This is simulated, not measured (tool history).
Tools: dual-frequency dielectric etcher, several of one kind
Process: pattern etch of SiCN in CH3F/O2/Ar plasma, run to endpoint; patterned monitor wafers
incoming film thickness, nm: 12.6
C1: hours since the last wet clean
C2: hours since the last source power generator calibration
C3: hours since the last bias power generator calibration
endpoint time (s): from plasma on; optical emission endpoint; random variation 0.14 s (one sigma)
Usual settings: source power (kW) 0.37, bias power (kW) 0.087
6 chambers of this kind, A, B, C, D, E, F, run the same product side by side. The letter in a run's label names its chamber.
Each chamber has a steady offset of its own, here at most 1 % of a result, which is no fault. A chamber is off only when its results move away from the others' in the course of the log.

{"run": "1E", "hour": 9.9, "source power (kW)": 0.37, "bias power (kW)": 0.087, "C1": 196.5, "C2": 1278.4, "C3": 1500.7, "endpoint time (s)": 32.242}
{"run": "2B", "hour": 18.1, "source power (kW)": 0.37, "bias power (kW)": 0.087, "C1": 330.8, "C2": 1598.8, "C3": 607.1, "endpoint time (s)": 32.121}
{"run": "3F", "hour": 29.0, "source power (kW)": 0.37, "bias power (kW)": 0.087, "C1": 177.1, "C2": 1477.6, "C3": 2232.6, "endpoint time (s)": 32.054}
{"run": "4A", "hour": 37.6, "source power (kW)": 0.37, "bias power (kW)": 0.087, "C1": 148.2, "C2": 2062.3, "C3": 2256.4, "endpoint time (s)": 32.131}
{"run": "5C", "hour": 46.6, "source power (kW)": 0.37, "bias power (kW)": 0.087, "C1": 166.7, "C2": 1286.1, "C3": 3855.5, "endpoint time (s)": 32.41}
{"run": "6D", "hour": 54.2, "source power (kW)": 0.37, "bias power (kW)": 0.087, "C1": 167.4, "C2": 1494.4, "C3": 2645.1, "endpoint time (s)": 32.415}
{"hour": 58.1, "done": "chamber B: wet clean of the chamber"}
{"run": "7C", "hour": 63.6, "source power (kW)": 0.37, "bias power (kW)": 0.087, "C1": 183.7, "C2": 1303.1, "C3": 3872.5, "endpoint time (s)": 32.049}
{"run": "8B", "hour": 72.2, "source power (kW)": 0.37, "bias power (kW)": 0.087, "C1": 14.2, "C2": 1652.9, "C3": 661.2, "endpoint time (s)": 32.155}
{"run": "9F", "hour": 83.5, "source power (kW)": 0.37, "bias power (kW)": 0.087, "C1": 231.6, "C2": 1532.1, "C3": 2287.1, "endpoint time (s)": 32.116}
{"run": "10D", "hour": 92.6, "source power (kW)": 0.37, "bias power (kW)": 0.087, "C1": 205.8, "C2": 1532.8, "C3": 2683.5, "endpoint time (s)": 32.342}
{"run": "11A", "hour": 102.2, "source power (kW)": 0.37, "bias power (kW)": 0.087, "C1": 212.8, "C2": 2126.9, "C3": 2321, "endpoint time (s)": 31.918}
{"run": "12E", "hour": 112.6, "source power (kW)": 0.37, "bias power (kW)": 0.087, "C1": 299.2, "C2": 1381.1, "C3": 1603.4, "endpoint time (s)": 32.465}
{"run": "13C", "hour": 117.6, "source power (kW)": 0.37, "bias power (kW)": 0.087, "C1": 237.7, "C2": 1357.1, "C3": 3926.5, "endpoint time (s)": 32.244}
{"run": "14B", "hour": 124.0, "source power (kW)": 0.37, "bias power (kW)": 0.066, "C1": 66, "C2": 1704.7, "C3": 713, "endpoint time (s)": 35.176}
{"run": "15F", "hour": 134.5, "source power (kW)": 0.37, "bias power (kW)": 0.066, "C1": 282.6, "C2": 1583.1, "C3": 2338.1, "endpoint time (s)": 35.771}
{"run": "16A", "hour": 139.7, "source power (kW)": 0.37, "bias power (kW)": 0.066, "C1": 250.3, "C2": 2164.4, "C3": 2358.5, "endpoint time (s)": 35.453}
{"run": "17D", "hour": 144.8, "source power (kW)": 0.37, "bias power (kW)": 0.066, "C1": 258, "C2": 1585, "C3": 2735.7, "endpoint time (s)": 35.996}
{"run": "18E", "hour": 155.9, "source power (kW)": 0.37, "bias power (kW)": 0.066, "C1": 342.5, "C2": 1424.4, "C3": 1646.7, "endpoint time (s)": 35.497}
{"run": "19E", "hour": 161.7, "source power (kW)": 0.37, "bias power (kW)": 0.066, "C1": 348.3, "C2": 1430.2, "C3": 1652.5, "endpoint time (s)": 35.658}
{"run": "20F", "hour": 169.2, "source power (kW)": 0.37, "bias power (kW)": 0.087, "C1": 317.3, "C2": 1617.8, "C3": 2372.8, "endpoint time (s)": 32.295}
{"run": "21A", "hour": 175.2, "source power (kW)": 0.37, "bias power (kW)": 0.087, "C1": 285.8, "C2": 2199.9, "C3": 2394, "endpoint time (s)": 32.042}
{"run": "22B", "hour": 184.4, "source power (kW)": 0.37, "bias power (kW)": 0.087, "C1": 126.4, "C2": 1765.1, "C3": 773.4, "endpoint time (s)": 31.63}
{"run": "23C", "hour": 192.0, "source power (kW)": 0.37, "bias power (kW)": 0.087, "C1": 312.1, "C2": 1431.5, "C3": 4000.9, "endpoint time (s)": 32.217}
{"run": "24D", "hour": 201.9, "source power (kW)": 0.37, "bias power (kW)": 0.087, "C1": 315.1, "C2": 1642.1, "C3": 2792.8, "endpoint time (s)": 33.089}
{"run": "25B", "hour": 210.2, "source power (kW)": 0.37, "bias power (kW)": 0.087, "C1": 152.2, "C2": 1790.9, "C3": 799.2, "endpoint time (s)": 32.071}
{"run": "26A", "hour": 218.3, "source power (kW)": 0.37, "bias power (kW)": 0.087, "C1": 328.9, "C2": 2243, "C3": 2437.1, "endpoint time (s)": 31.811}
{"hour": 223.9, "done": "chamber E: wet clean of the chamber"}
{"run": "27E", "hour": 229.3, "source power (kW)": 0.37, "bias power (kW)": 0.087, "C1": 5.5, "C2": 1497.8, "C3": 1720.1, "endpoint time (s)": 31.93}
{"run": "28C", "hour": 234.7, "source power (kW)": 0.37, "bias power (kW)": 0.087, "C1": 354.8, "C2": 1474.2, "C3": 4043.6, "endpoint time (s)": 32.229}
{"run": "29F", "hour": 242.5, "source power (kW)": 0.37, "bias power (kW)": 0.087, "C1": 390.6, "C2": 1691.1, "C3": 2446.1, "endpoint time (s)": 32.255}
{"run": "30D", "hour": 247.9, "source power (kW)": 0.37, "bias power (kW)": 0.087, "C1": 361.1, "C2": 1688.1, "C3": 2838.8, "endpoint time (s)": 33.026}
{"run": "31D", "hour": 256.6, "source power (kW)": 0.37, "bias power (kW)": 0.087, "C1": 369.8, "C2": 1696.8, "C3": 2847.5, "endpoint time (s)": 33.241}
{"run": "32A", "hour": 262.6, "source power (kW)": 0.37, "bias power (kW)": 0.087, "C1": 373.2, "C2": 2287.3, "C3": 2481.4, "endpoint time (s)": 32.214}
{"run": "33F", "hour": 270.0, "source power (kW)": 0.37, "bias power (kW)": 0.087, "C1": 418.1, "C2": 1718.6, "C3": 2473.6, "endpoint time (s)": 32.159}
{"hour": 271.9, "done": "chamber C: wet clean of the chamber"}
{"run": "34C", "hour": 280.1, "source power (kW)": 0.37, "bias power (kW)": 0.087, "C1": 8.2, "C2": 1519.6, "C3": 4089, "endpoint time (s)": 32.152}
{"run": "35E", "hour": 287.8, "source power (kW)": 0.37, "bias power (kW)": 0.087, "C1": 64, "C2": 1556.3, "C3": 1778.6, "endpoint time (s)": 31.998}
{"run": "36B", "hour": 297.2, "source power (kW)": 0.37, "bias power (kW)": 0.087, "C1": 239.2, "C2": 1877.9, "C3": 886.2, "endpoint time (s)": 31.884}
{"run": "37F", "hour": 305.1, "source power (kW)": 0.37, "bias power (kW)": 0.087, "C1": 453.2, "C2": 1753.7, "C3": 2508.7, "endpoint time (s)": 32.041}
{"run": "38C", "hour": 313.5, "source power (kW)": 0.37, "bias power (kW)": 0.087, "C1": 41.6, "C2": 1553, "C3": 4122.4, "endpoint time (s)": 32.187}

Is one chamber off against the others, does the gauge drift, or is nothing wrong? If a chamber is off, say which, and what the likeliest cause is.

Chamber D drifts away from the others.
Cause: etch rate under this chamber's usual, % = 3.31.

Here are 4 candidates for chamber D's next run, each the usual settings with a change, their results left as question marks. Which one brings its results back in line with what the others give on the usual settings?
In line means no further than this from the other chambers' mean on the usual settings: endpoint time (s) 0.49
{"run": "39D-1", "hour": 321.6, "source power (kW)": 0.36, "bias power (kW)": 0.085, "endpoint time (s)": "?"}
{"run": "39D-2", "hour": 321.6, "source power (kW)": 0.39, "bias power (kW)": 0.092, "endpoint time (s)": "?"}
{"run": "39D-3", "hour": 321.6, "source power (kW)": 0.38, "bias power (kW)": 0.089, "endpoint time (s)": "?"}
{"run": "39D-4", "hour": 321.6, "source power (kW)": 0.37, "bias power (kW)": 0.077, "endpoint time (s)": "?"}

The other chambers' mean on the usual settings: endpoint time (s) 32.13
run=39D-1 endpoint_time_(s)=34.157
run=39D-2 endpoint_time_(s)=32.187
run=39D-3 endpoint_time_(s)=32.905
run=39D-4 endpoint_time_(s)=35.047
39D-2 brings the chamber back in line.
